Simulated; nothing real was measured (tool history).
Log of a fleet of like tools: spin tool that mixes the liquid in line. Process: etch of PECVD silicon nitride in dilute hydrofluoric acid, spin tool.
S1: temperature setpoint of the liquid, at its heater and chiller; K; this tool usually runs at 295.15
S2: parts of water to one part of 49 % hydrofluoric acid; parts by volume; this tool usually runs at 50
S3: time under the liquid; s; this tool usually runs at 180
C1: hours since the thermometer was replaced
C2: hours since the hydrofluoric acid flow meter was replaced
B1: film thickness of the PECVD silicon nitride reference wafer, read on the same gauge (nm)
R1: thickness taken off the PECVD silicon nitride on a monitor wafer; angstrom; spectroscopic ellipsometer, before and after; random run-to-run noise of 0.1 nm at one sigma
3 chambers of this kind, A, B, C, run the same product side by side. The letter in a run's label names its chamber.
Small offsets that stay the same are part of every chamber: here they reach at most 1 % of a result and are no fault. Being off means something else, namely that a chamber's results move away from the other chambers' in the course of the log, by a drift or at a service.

{"run": "1A", "hour": 10.3, "S1": 295.15, "S2": 50, "S3": 180, "C1": 1349.3, "C2": 986.8, "B1": 130.01, "R1": 106.73}
{"run": "2B", "hour": 22.6, "S1": 295.15, "S2": 50, "S3": 180, "C1": 135.3, "C2": 1317.6, "B1": 130.01, "R1": 104.24}
{"run": "3C", "hour": 28.3, "S1": 295.15, "S2": 50, "S3": 180, "C1": 1274.8, "C2": 1248, "B1": 129.98, "R1": 107.58}
{"run": "4C", "hour": 34.7, "S1": 295.15, "S2": 50, "S3": 180, "C1": 1281.2, "C2": 1254.4, "B1": 129.98, "R1": 106.3}
{"run": "5B", "hour": 47.4, "S1": 295.15, "S2": 50, "S3": 180, "C1": 160.1, "C2": 1342.4, "B1": 130, "R1": 106.38}
{"run": "6A", "hour": 58.6, "S1": 295.15, "S2": 50, "S3": 180, "C1": 1397.6, "C2": 1035.1, "B1": 130.01, "R1": 105.89}
{"run": "7B", "hour": 67.3, "S1": 295.15, "S2": 50, "S3": 180, "C1": 180, "C2": 1362.3, "B1": 130.02, "R1": 106.44}
{"run": "8A", "hour": 74.6, "S1": 295.15, "S2": 50, "S3": 180, "C1": 1413.6, "C2": 1051.1, "B1": 130, "R1": 108.6}
{"run": "9C", "hour": 84.6, "S1": 295.15, "S2": 40, "S3": 255, "C1": 1331.1, "C2": 1304.3, "B1": 130, "R1": 191.88}
{"run": "10C", "hour": 95.5, "S1": 295.15, "S2": 40, "S3": 255, "C1": 1342, "C2": 1315.2, "B1": 130, "R1": 190.52}
{"run": "11A", "hour": 108.4, "S1": 295.15, "S2": 40, "S3": 255, "C1": 1447.4, "C2": 1084.9, "B1": 130.03, "R1": 191.25}
{"run": "12B", "hour": 117.9, "S1": 295.15, "S2": 50, "S3": 180, "C1": 230.6, "C2": 1412.9, "B1": 129.99, "R1": 108.72}
{"run": "13B", "hour": 130.5, "S1": 295.15, "S2": 50, "S3": 180, "C1": 243.2, "C2": 1425.5, "B1": 129.99, "R1": 107.25}
{"run": "14A", "hour": 137.4, "S1": 295.15, "S2": 50, "S3": 180, "C1": 1476.4, "C2": 1113.9, "B1": 130.01, "R1": 109.85}
{"run": "15C", "hour": 144.5, "S1": 295.15, "S2": 50, "S3": 180, "C1": 1391, "C2": 1364.2, "B1": 130, "R1": 106.6}
{"run": "16C", "hour": 152.6, "S1": 295.15, "S2": 50, "S3": 180, "C1": 1399.1, "C2": 1372.3, "B1": 130, "R1": 106.43}
{"run": "17A", "hour": 163.4, "S1": 295.15, "S2": 50, "S3": 180, "C1": 1502.4, "C2": 1139.9, "B1": 129.97, "R1": 111.41}
{"run": "18B", "hour": 170.4, "S1": 298.15, "S2": 50, "S3": 180, "C1": 283.1, "C2": 1465.4, "B1": 130.01, "R1": 130.02}
{"run": "19B", "hour": 179.1, "S1": 298.15, "S2": 50, "S3": 180, "C1": 291.8, "C2": 1474.1, "B1": 129.99, "R1": 132.99}
{"run": "20A", "hour": 186.4, "S1": 298.15, "S2": 50, "S3": 180, "C1": 1525.4, "C2": 1162.9, "B1": 129.98, "R1": 139.55}
{"run": "21C", "hour": 196.3, "S1": 295.15, "S2": 50, "S3": 180, "C1": 1442.8, "C2": 1416, "B1": 130.01, "R1": 107.39}
{"run": "22B", "hour": 208.8, "S1": 295.15, "S2": 50, "S3": 180, "C1": 321.5, "C2": 1503.8, "B1": 130.01, "R1": 106.78}
{"run": "23C", "hour": 217.8, "S1": 295.15, "S2": 50, "S3": 180, "C1": 1464.3, "C2": 1437.5, "B1": 129.97, "R1": 104.82}
{"run": "24A", "hour": 223.9, "S1": 295.15, "S2": 50, "S3": 180, "C1": 1562.9, "C2": 1200.4, "B1": 130.02, "R1": 115.18}
{"run": "25C", "hour": 232.2, "S1": 295.15, "S2": 35, "S3": 180, "C1": 1478.7, "C2": 1451.9, "B1": 129.99, "R1": 151.56}
{"run": "26B", "hour": 244.0, "S1": 295.15, "S2": 35, "S3": 180, "C1": 356.7, "C2": 1539, "B1": 129.99, "R1": 152.99}
{"run": "27A", "hour": 252.1, "S1": 295.15, "S2": 35, "S3": 180, "C1": 1591.1, "C2": 1228.6, "B1": 129.97, "R1": 161.71}
{"run": "28B", "hour": 259.7, "S1": 295.15, "S2": 50, "S3": 180, "C1": 372.4, "C2": 1554.7, "B1": 129.98, "R1": 106.9}
{"run": "29A", "hour": 267.7, "S1": 295.15, "S2": 50, "S3": 180, "C1": 1606.7, "C2": 1244.2, "B1": 129.98, "R1": 118.21}
{"run": "30C", "hour": 276.0, "S1": 295.15, "S2": 50, "S3": 180, "C1": 1522.5, "C2": 1495.7, "B1": 129.97, "R1": 107.55}
{"run": "31A", "hour": 284.1, "S1": 295.15, "S2": 50, "S3": 180, "C1": 1623.1, "C2": 1260.6, "B1": 129.99, "R1": 118.76}
{"run": "32C", "hour": 296.2, "S1": 295.15, "S2": 50, "S3": 180, "C1": 1542.7, "C2": 1515.9, "B1": 129.99, "R1": 107.79}
{"run": "33B", "hour": 307.6, "S1": 295.15, "S2": 50, "S3": 180, "C1": 420.3, "C2": 1602.6, "B1": 129.99, "R1": 106.87}
{"run": "34C", "hour": 317.8, "S1": 295.15, "S2": 70, "S3": 75, "C1": 1564.3, "C2": 1537.5, "B1": 130, "R1": 31.915}
{"run": "35B", "hour": 326.4, "S1": 295.15, "S2": 70, "S3": 75, "C1": 439.1, "C2": 1621.4, "B1": 130, "R1": 32.007}

What goes on in this fleet: one chamber off, a drifting gauge, or nothing beyond the chambers' own small offsets? Name the chamber and the cause, if any.

Little by little, chamber A moves away from the other chambers.
Cause: liquid hotter than its thermometer reads (K) = 2.05.

Chamber A could run next with any of the 4 candidate recipes listed below; each alters the usual settings, and their results appear as question marks. Which one brings its results back in line with what the other chambers deliver on the usual settings?
A result is in line if it is within this distance of the other chambers' mean on the usual settings: R1 3.6 angstrom
{"run": "36A-1", "hour": 335.6, "S1": 296.15, "S2": 50, "S3": 215, "R1": "?"}
{"run": "36A-2", "hour": 335.6, "S1": 295.15, "S2": 50, "S3": 160, "R1": "?"}
{"run": "36A-3", "hour": 335.6, "S1": 295.15, "S2": 55, "S3": 155, "R1": "?"}
{"run": "36A-4", "hour": 335.6, "S1": 295.15, "S2": 50, "S3": 205, "R1": "?"}

Mean of the other chambers on the usual settings: R1 107.05 angstrom
run=36A-1 R1=154.68
run=36A-2 R1=107.49
run=36A-3 R1=94.951
run=36A-4 R1=137.72
36A-2 brings the chamber back in line.
